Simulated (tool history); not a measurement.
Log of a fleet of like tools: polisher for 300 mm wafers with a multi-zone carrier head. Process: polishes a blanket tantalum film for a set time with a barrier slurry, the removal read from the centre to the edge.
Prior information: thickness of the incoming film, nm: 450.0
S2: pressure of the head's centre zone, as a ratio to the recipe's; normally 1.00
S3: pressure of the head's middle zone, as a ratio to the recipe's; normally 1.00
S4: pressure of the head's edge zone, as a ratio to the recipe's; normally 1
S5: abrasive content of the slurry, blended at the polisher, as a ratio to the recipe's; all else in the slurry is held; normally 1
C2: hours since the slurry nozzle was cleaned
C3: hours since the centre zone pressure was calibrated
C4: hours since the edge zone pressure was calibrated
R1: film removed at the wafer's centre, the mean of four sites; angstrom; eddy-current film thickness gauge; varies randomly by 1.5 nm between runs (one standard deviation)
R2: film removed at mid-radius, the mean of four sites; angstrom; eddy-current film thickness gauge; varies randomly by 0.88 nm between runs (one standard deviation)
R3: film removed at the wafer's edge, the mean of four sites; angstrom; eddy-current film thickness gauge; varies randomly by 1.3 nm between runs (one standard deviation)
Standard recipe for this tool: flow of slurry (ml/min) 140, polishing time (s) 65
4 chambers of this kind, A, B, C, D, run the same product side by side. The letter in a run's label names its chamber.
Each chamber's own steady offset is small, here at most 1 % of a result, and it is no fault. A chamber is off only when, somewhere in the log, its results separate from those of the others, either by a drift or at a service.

-- day=0.050 chamber C: worn pad replaced by a new one
run 1B day=0.342 | flow_of_slurry_(ml/min)=140 S2=1.00 S3=1.00 S4=1 S5=1 polishing_time_(s)=65 | wafers_polished_on_this_pad=474 C2=170.9 C3=244.4 C4=106.6 | R1=1000.90 R2=996.37 R3=992.61
run 2C day=0.683 | flow_of_slurry_(ml/min)=140 S2=1.00 S3=1.00 S4=1 S5=1 polishing_time_(s)=65 | wafers_polished_on_this_pad=214 C2=125.8 C3=214.0 C4=472.2 | R1=1013.20 R2=997.85 R3=989.11
run 3D day=1.092 | flow_of_slurry_(ml/min)=140 S2=1.00 S3=1.00 S4=1 S5=1 polishing_time_(s)=65 | wafers_polished_on_this_pad=654 C2=108.8 C3=1096.2 C4=1222.1 | R1=1004.70 R2=1004.90 R3=1007.40
-- day=1.262 chamber A: worn pad replaced by a new one
run 4A day=1.325 | flow_of_slurry_(ml/min)=140 S2=1.00 S3=1.00 S4=1 S5=1 polishing_time_(s)=65 | wafers_polished_on_this_pad=22 C2=87.4 C3=175.0 C4=106.0 | R1=987.06 R2=1006.10 R3=992.69
-- day=1.346 chamber D: worn pad replaced by a new one
run 5B day=1.804 | flow_of_slurry_(ml/min)=140 S2=1.00 S3=0.92 S4=1 S5=1 polishing_time_(s)=81 | wafers_polished_on_this_pad=967 C2=206.0 C3=279.5 C4=141.7 | R1=1241.10 R2=1152.30 R3=1251.00
-- day=1.896 chamber B: worn pad replaced by a new one
run 6C day=2.167 | flow_of_slurry_(ml/min)=140 S2=1.00 S3=0.92 S4=1 S5=1 polishing_time_(s)=81 | wafers_polished_on_this_pad=714 C2=161.4 C3=249.6 C4=507.8 | R1=1246.40 R2=1146.30 R3=1238.80
-- day=2.642 chamber C: worn pad replaced by a new one
run 7D day=2.675 | flow_of_slurry_(ml/min)=140 S2=1.00 S3=0.92 S4=1 S5=1 polishing_time_(s)=81 | wafers_polished_on_this_pad=449 C2=146.8 C3=1134.2 C4=1260.1 | R1=1211.10 R2=1174.20 R3=1242.20
-- day=3.125 chamber A: worn pad replaced by a new one
run 8A day=3.167 | flow_of_slurry_(ml/min)=140 S2=1.00 S3=0.92 S4=1 S5=1 polishing_time_(s)=81 | wafers_polished_on_this_pad=15 C2=131.6 C3=219.2 C4=150.2 | R1=1205.10 R2=1138.00 R3=1223.80
-- day=3.421 chamber C: edge zone pressure recalibrated
run 9D day=3.579 | flow_of_slurry_(ml/min)=140 S2=1.00 S3=1.00 S4=1 S5=1 polishing_time_(s)=65 | wafers_polished_on_this_pad=754 C2=168.5 C3=1155.9 C4=1281.8 | R1=1024.70 R2=994.19 R3=1002.90
run 10C day=3.896 | flow_of_slurry_(ml/min)=140 S2=1.00 S3=1.00 S4=1 S5=1 polishing_time_(s)=65 | wafers_polished_on_this_pad=424 C2=202.9 C3=291.1 C4=11.4 | R1=997.97 R2=1015.40 R3=974.50
-- day=4.017 chamber D: worn pad replaced by a new one
run 11B day=4.275 | flow_of_slurry_(ml/min)=140 S2=1.00 S3=1.00 S4=1 S5=1 polishing_time_(s)=65 | wafers_polished_on_this_pad=803 C2=265.3 C3=338.8 C4=201.0 | R1=963.19 R2=969.40 R3=986.37
run 12A day=4.579 | flow_of_slurry_(ml/min)=140 S2=1.00 S3=1.00 S4=1 S5=1 polishing_time_(s)=65 | wafers_polished_on_this_pad=491 C2=165.5 C3=253.1 C4=184.1 | R1=1003.90 R2=990.13 R3=981.69
-- day=4.671 chamber B: worn pad replaced by a new one
run 13C day=5.004 | flow_of_slurry_(ml/min)=140 S2=1.00 S3=1.00 S4=1 S5=1 polishing_time_(s)=65 | wafers_polished_on_this_pad=798 C2=229.5 C3=317.7 C4=38.0 | R1=1001.90 R2=998.94 R3=978.28
-- day=5.117 chamber A: worn pad replaced by a new one
run 14A day=5.496 | flow_of_slurry_(ml/min)=140 S2=1.00 S3=1.00 S4=1 S5=1 polishing_time_(s)=65 | wafers_polished_on_this_pad=128 C2=187.5 C3=275.1 C4=206.1 | R1=993.76 R2=995.32 R3=975.05
-- day=5.579 chamber C: worn pad replaced by a new one
run 15D day=5.883 | flow_of_slurry_(ml/min)=140 S2=1.00 S3=1.00 S4=1 S5=1 polishing_time_(s)=65 | wafers_polished_on_this_pad=630 C2=223.8 C3=1211.2 C4=1337.1 | R1=1004.80 R2=996.19 R3=999.34
run 16B day=6.275 | flow_of_slurry_(ml/min)=140 S2=1.00 S3=1.00 S4=1 S5=1 polishing_time_(s)=65 | wafers_polished_on_this_pad=541 C2=313.3 C3=386.8 C4=249.0 | R1=956.50 R2=949.66 R3=968.57
-- day=6.417 chamber D: worn pad replaced by a new one
run 17A day=6.517 | flow_of_slurry_(ml/min)=140 S2=1.00 S3=1.00 S4=1 S5=1 polishing_time_(s)=65 | wafers_polished_on_this_pad=473 C2=212.0 C3=299.6 C4=230.6 | R1=983.75 R2=1001.10 R3=980.49
run 18B day=6.808 | flow_of_slurry_(ml/min)=140 S2=1.00 S3=1.00 S4=1 S5=1 polishing_time_(s)=65 | wafers_polished_on_this_pad=721 C2=326.1 C3=399.6 C4=261.8 | R1=911.24 R2=937.36 R3=942.11
-- day=6.904 chamber A: centre zone pressure recalibrated
run 19D day=7.104 | flow_of_slurry_(ml/min)=140 S2=1.00 S3=1.00 S4=1 S5=1 polishing_time_(s)=65 | wafers_polished_on_this_pad=232 C2=253.1 C3=1240.5 C4=1366.4 | R1=1003.50 R2=996.49 R3=995.36
-- day=7.150 chamber A: worn pad replaced by a new one
run 20C day=7.488 | flow_of_slurry_(ml/min)=140 S2=0.94 S3=1.00 S4=1 S5=1 polishing_time_(s)=65 | wafers_polished_on_this_pad=644 C2=289.1 C3=377.3 C4=97.6 | R1=923.10 R2=1013.10 R3=988.52
-- day=7.575 chamber B: worn pad replaced by a new one
run 21B day=7.896 | flow_of_slurry_(ml/min)=140 S2=0.94 S3=1.00 S4=1 S5=1 polishing_time_(s)=65 | wafers_polished_on_this_pad=108 C2=352.2 C3=425.7 C4=287.9 | R1=874.73 R2=929.07 R3=947.54
run 22A day=8.117 | flow_of_slurry_(ml/min)=140 S2=0.94 S3=1.00 S4=1 S5=1 polishing_time_(s)=65 | wafers_polished_on_this_pad=327 C2=250.4 C3=29.1 C4=269.0 | R1=898.55 R2=1000.40 R3=968.83
-- day=8.383 chamber C: worn pad replaced by a new one
run 23C day=8.467 | flow_of_slurry_(ml/min)=140 S2=0.94 S3=1.00 S4=1 S5=1 polishing_time_(s)=65 | wafers_polished_on_this_pad=28 C2=312.6 C3=400.8 C4=121.1 | R1=942.62 R2=1009.70 R3=1004.00
run 24D day=8.808 | flow_of_slurry_(ml/min)=140 S2=1.00 S3=1.00 S4=1 S5=1 polishing_time_(s)=65 | wafers_polished_on_this_pad=806 C2=294.0 C3=1281.4 C4=1407.3 | R1=987.31 R2=1001.60 R3=996.18
run 25B day=9.321 | flow_of_slurry_(ml/min)=140 S2=1.00 S3=1.00 S4=1 S5=1 polishing_time_(s)=65 | wafers_polished_on_this_pad=589 C2=386.4 C3=459.9 C4=322.1 | R1=920.84 R2=910.79 R3=934.17

Decide between three cases: one chamber stands off from its peers, the gauge reading all wafers drifts, or nothing is wrong past each chamber's small offset. Where a chamber is off, say which and what most likely put it there.

Chamber B drifts away from the others.
Cause: slurry flow missing at the pad, % = 31.2.

Below are 4 candidate recipes for chamber B's next run, each the usual settings with a change, their results shown as question marks. Which of them brings B's results back in line with what the other chambers give on the usual settings?
Allowed miss from the other chambers' usual-settings mean, per result, to count as in line: R1 52.00 angstrom; R2 31.00 angstrom; R3 44.00 angstrom
run 26B-1 day=9.683 | flow_of_slurry_(ml/min)=160 S2=1.05 S3=1.05 S4=0.95 S5=1 polishing_time_(s)=72 | R1=? R2=? R3=?
run 26B-2 day=9.683 | flow_of_slurry_(ml/min)=130 S2=0.98 S3=0.97 S4=1.02 S5=1 polishing_time_(s)=62 | R1=? R2=? R3=?
run 26B-3 day=9.683 | flow_of_slurry_(ml/min)=125 S2=0.95 S3=0.95 S4=1.04 S5=1 polishing_time_(s)=58 | R1=? R2=? R3=?
run 26B-4 day=9.683 | flow_of_slurry_(ml/min)=150 S2=1.02 S3=1.03 S4=0.98 S5=1 polishing_time_(s)=68 | R1=? R2=? R3=?

Usual-settings mean across the other chambers: R1 997.38 angstrom; R2 1000.60 angstrom; R3 992.71 angstrom
run=26B-1 R1=1091.00 R2=1082.10 R3=1037.20
run=26B-2 R1=811.66 R2=816.35 R3=891.18
run=26B-3 R1=722.57 R2=739.92 R3=835.54
run=26B-4 R1=978.06 R2=986.94 R3=984.00
26B-4 brings the chamber back in line.

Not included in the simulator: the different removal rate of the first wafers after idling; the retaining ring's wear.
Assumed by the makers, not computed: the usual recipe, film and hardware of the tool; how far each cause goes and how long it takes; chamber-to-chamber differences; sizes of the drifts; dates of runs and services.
